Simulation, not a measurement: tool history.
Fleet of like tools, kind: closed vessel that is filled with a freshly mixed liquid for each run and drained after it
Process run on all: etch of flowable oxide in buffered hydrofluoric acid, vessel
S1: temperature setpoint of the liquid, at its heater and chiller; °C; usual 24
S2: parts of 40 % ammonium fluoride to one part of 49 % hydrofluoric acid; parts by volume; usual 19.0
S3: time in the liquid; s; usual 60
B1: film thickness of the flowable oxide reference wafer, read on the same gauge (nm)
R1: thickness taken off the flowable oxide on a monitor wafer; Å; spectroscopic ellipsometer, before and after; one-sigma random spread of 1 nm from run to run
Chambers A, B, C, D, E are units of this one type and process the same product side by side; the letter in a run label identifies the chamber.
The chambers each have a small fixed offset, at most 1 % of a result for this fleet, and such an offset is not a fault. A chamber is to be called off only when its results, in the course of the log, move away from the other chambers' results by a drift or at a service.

Run 1B, hour 15.6: usual settings; B1 130.03. Result: R1 1267.90 Å.
Run 2C, hour 30.8: usual settings; B1 130.02. Result: R1 1313.20 Å.
Run 3E, hour 38.9: usual settings; B1 129.99. Result: R1 1291.10 Å.
Run 4A, hour 53.1: usual settings; B1 130.00. Result: R1 1282.10 Å.
Run 5D, hour 60.1: usual settings; B1 130.01. Result: R1 1298.20 Å.
Run 6A, hour 75.7: usual settings; B1 130.00. Result: R1 1298.90 Å.
Run 7E, hour 86.2: usual settings; B1 129.99. Result: R1 1264.40 Å.
Run 8D, hour 94.8: usual settings; B1 130.03. Result: R1 1302.40 Å.
Run 9C, hour 106.5: usual settings; B1 130.00. Result: R1 1308.10 Å.
Run 10B, hour 117.2: usual settings; B1 129.99. Result: R1 1285.10 Å.
Run 11B, hour 131.3: usual settings; B1 130.00. Result: R1 1297.60 Å.
Run 12A, hour 139.4: usual settings; B1 129.97. Result: R1 1295.10 Å.
Run 13C, hour 152.7: usual settings but S1 27 °C, S2 16.5 parts by volume; B1 130.01. Result: R1 1743.80 Å.
Run 14E, hour 162.8: usual settings but S1 27 °C, S2 16.5 parts by volume; B1 130.00. Result: R1 1739.70 Å.
Run 15D, hour 173.0: usual settings but S1 27 °C, S2 16.5 parts by volume; B1 130.00. Result: R1 1725.50 Å.
Run 16B, hour 184.6: usual settings but S1 27 °C, S2 16.5 parts by volume; B1 130.00. Result: R1 1713.10 Å.
Run 17E, hour 193.9: usual settings but S1 27 °C, S2 16.5 parts by volume; B1 130.00. Result: R1 1749.60 Å.
Run 18D, hour 201.2: usual settings; B1 130.01. Result: R1 1275.80 Å.
Run 19A, hour 215.1: usual settings; B1 129.99. Result: R1 1277.60 Å.
At hour 221.8: chamber D: hydrofluoric acid flow meter replaced.
Run 20C, hour 227.7: usual settings; B1 129.99. Result: R1 1331.80 Å.
Run 21E, hour 241.3: usual settings; B1 130.00. Result: R1 1289.00 Å.
At hour 245.8: chamber D: thermometer replaced.
Run 22C, hour 255.3: usual settings; B1 129.98. Result: R1 1366.60 Å.
Run 23D, hour 264.7: usual settings; B1 129.98. Result: R1 1271.30 Å.
Run 24B, hour 272.2: usual settings; B1 129.99. Result: R1 1287.50 Å.
At hour 276.6: chamber A: thermometer replaced.
Run 25A, hour 284.7: usual settings; B1 130.03. Result: R1 1282.10 Å.
Run 26D, hour 297.4: usual settings; B1 130.02. Result: R1 1267.80 Å.
Run 27B, hour 304.4: usual settings but S2 14.0 parts by volume, S3 30 s; B1 130.00. Result: R1 863.69 Å.
Run 28C, hour 315.9: usual settings but S2 14.0 parts by volume, S3 30 s; B1 130.01. Result: R1 912.96 Å.
Run 29E, hour 323.7: usual settings but S2 14.0 parts by volume, S3 30 s; B1 129.98. Result: R1 871.64 Å.
Run 30A, hour 332.7: usual settings but S2 14.0 parts by volume, S3 30 s; B1 129.98. Result: R1 869.33 Å.
Run 31E, hour 339.6: usual settings but S2 14.0 parts by volume, S3 30 s; B1 129.98. Result: R1 869.09 Å.
Run 32A, hour 347.5: usual settings; B1 130.02. Result: R1 1287.50 Å.
Run 33C, hour 359.9: usual settings; B1 130.02. Result: R1 1396.40 Å.
Run 34B, hour 372.5: usual settings but S1 26 °C, S3 40 s; B1 129.99. Result: R1 952.76 Å.
Run 35D, hour 383.6: usual settings but S1 26 °C, S3 40 s; B1 130.01. Result: R1 942.58 Å.
Run 36A, hour 398.3: usual settings but S1 26 °C, S3 40 s; B1 129.99. Result: R1 951.13 Å.
Run 37B, hour 407.4: usual settings but S1 26 °C, S3 40 s; B1 130.00. Result: R1 962.65 Å.
Run 38C, hour 423.0: usual settings but S1 26 °C, S3 40 s; B1 129.99. Result: R1 1050.70 Å.
Run 39E, hour 434.9: usual settings; B1 129.96. Result: R1 1288.60 Å.
Run 40D, hour 450.4: usual settings; B1 129.99. Result: R1 1277.20 Å.
Run 41C, hour 463.1: usual settings; B1 129.99. Result: R1 1450.10 Å.
Run 42B, hour 477.2: usual settings but S2 14.5 parts by volume, S3 90 s; B1 129.97. Result: R1 2503.80 Å.
Run 43E, hour 488.8: usual settings but S2 14.5 parts by volume, S3 90 s; B1 130.01. Result: R1 2523.40 Å.
Run 44A, hour 499.8: usual settings but S2 14.5 parts by volume, S3 90 s; B1 130.02. Result: R1 2546.30 Å.

One chamber off, gauge drift, or nothing amiss beyond the chambers' own small offsets? If it is a chamber, which one, and what is the likeliest cause?

One chamber, C, drifts off from the rest bit by bit.
Likeliest cause: liquid hotter than its thermometer reads (K) = 2.09.
The log might look much the same if the cause were instead: hydrofluoric acid flow above the setpoint (%).

Chamber C could run next with any of the 4 candidate recipes listed below; each alters the usual settings, and their results appear as question marks. Which one brings its results back in line with what the other chambers deliver on the usual settings?
A result is in line if it is within this distance of the other chambers' mean on the usual settings: R1 37.00 Å
Run 45C-1, hour 511.1: usual settings but S1 28.5 °C. Result: R1 ?.
Run 45C-2, hour 511.1: usual settings but S1 23.5 °C, S3 55 s. Result: R1 ?.
Run 45C-3, hour 511.1: usual settings but S1 23.5 °C, S2 20.0 parts by volume, S3 50 s. Result: R1 ?.
Run 45C-4, hour 511.1: usual settings but S1 24.5 °C, S2 18.5 parts by volume, S3 65 s. Result: R1 ?.

The other chambers' mean on the usual settings: R1 1282.80 Å
  run       R1
45C-1  1843.60
45C-2  1296.40
45C-3  1121.30
45C-4  1659.40
45C-2 is the one that brings the chamber's results back in line with the other chambers.
